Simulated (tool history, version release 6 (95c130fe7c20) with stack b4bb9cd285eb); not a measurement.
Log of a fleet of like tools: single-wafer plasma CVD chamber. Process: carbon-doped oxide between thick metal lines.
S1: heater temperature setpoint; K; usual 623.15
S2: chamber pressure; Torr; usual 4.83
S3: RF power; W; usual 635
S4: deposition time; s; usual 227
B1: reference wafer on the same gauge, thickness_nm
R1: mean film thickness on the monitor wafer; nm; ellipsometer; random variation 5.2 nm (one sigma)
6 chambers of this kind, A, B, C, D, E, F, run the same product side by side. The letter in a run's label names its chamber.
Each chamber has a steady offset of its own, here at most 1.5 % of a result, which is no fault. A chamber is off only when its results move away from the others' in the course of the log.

run   hour      S1    S2   S3   S4      B1      R1
 1B   10.4  623.15  4.83  635  227  1230.1  1303.3
 2C   16.1  623.15  4.83  635  227  1230.4  1301.1
 3D   25.1  623.15  4.83  635  227  1229.7  1308.6
 4F   31.0  623.15  4.83  635  227  1229.1  1305.2
 5E   40.9  623.15  5.44  635  193  1229.9  1124.3
 6A   47.3  623.15  5.44  635  193  1229.0  1144.5
 7D   57.3  623.15  5.44  635  193  1230.2  1130.7
 8B   64.2  623.15  5.44  635  193  1230.4  1125.1
 9C   72.7  623.15  5.44  635  193  1230.2  1135.3
10E   77.6  623.15  5.44  635  193  1230.6  1113.5
11A   84.7  623.15  4.83  635  227  1229.7  1314.6
12F   94.8  623.15  4.83  635  227  1229.9  1310.5
13B  104.3  623.15  4.83  635  227  1230.3  1308.2
14A  113.8  623.15  4.83  635  227  1230.7  1311.1
15C  122.8  618.15  4.83  635  185  1229.0  1083.2
     127.2  -- chamber F: thermocouple changed; heater temperature recalibrated
16E  132.8  618.15  4.83  635  185  1232.0  1076.2
17F  139.4  618.15  4.83  635  185  1231.2  1075.1
18D  147.1  618.15  4.83  635  185  1230.6  1088.6
19D  157.0  618.15  4.83  635  185  1229.5  1078.3
20B  164.9  618.15  4.83  635  185  1230.1  1074.5
21A  174.8  623.15  4.83  635  227  1229.6  1308.4
22C  181.8  623.15  4.83  635  227  1230.2  1301.0
23E  188.9  623.15  4.83  635  227  1230.2  1294.6
24F  198.0  623.15  4.83  635  227  1230.0  1316.4
25C  203.4  623.15  4.83  635  227  1230.4  1303.4
26B  212.0  623.15  4.83  635  227  1231.0  1306.9
27E  219.6  623.15  4.83  750  196  1230.5  1228.1
28A  230.0  623.15  4.83  750  196  1230.0  1253.2
29D  240.1  623.15  4.83  750  196  1230.5  1217.1
30F  248.1  623.15  4.83  750  196  1229.5  1251.0
31B  255.4  623.15  4.83  750  196  1229.4  1238.1
32C  263.4  623.15  4.83  750  196  1231.4  1237.2
     266.5  -- chamber C: RF generator calibrated
33A  268.5  623.15  4.83  635  227  1229.7  1312.5
34F  274.5  623.15  4.83  635  227  1230.4  1313.4
35D  280.1  623.15  4.83  635  227  1230.3  1265.0
36E  288.5  623.15  4.83  635  227  1230.5  1287.2
37F  295.4  623.15  4.83  635  259  1230.9  1477.7
38C  300.7  623.15  4.83  635  259  1228.3  1501.7
39E  306.7  623.15  4.83  635  259  1230.3  1466.5

Is one chamber off against the others, does the gauge drift, or is nothing wrong? If a chamber is off, say which, and what the likeliest cause is.

Chamber D drifts away from the others.
Cause: delivered RF power below the setpoint (%) = 7.77.

Here are 4 candidates for chamber D's next run, each the usual settings with a change, their results left as question marks. Which one brings its results back in line with what the others give on the usual settings?
In line means no further than this from the other chambers' mean on the usual settings: R1 18.0 nm
40D-1  314.2  623.15  4.83  635  207       ?
40D-2  314.2  623.15  5.09  720  227       ?
40D-3  314.2  624.15  4.83  635  217       ?
40D-4  314.2  622.15  4.95  675  227       ?

The other chambers' mean on the usual settings: R1 1304.7 nm
  run      R1
40D-1  1138.7
40D-2  1357.0
40D-3  1190.6
40D-4  1303.6
40D-4 brings the chamber back in line.
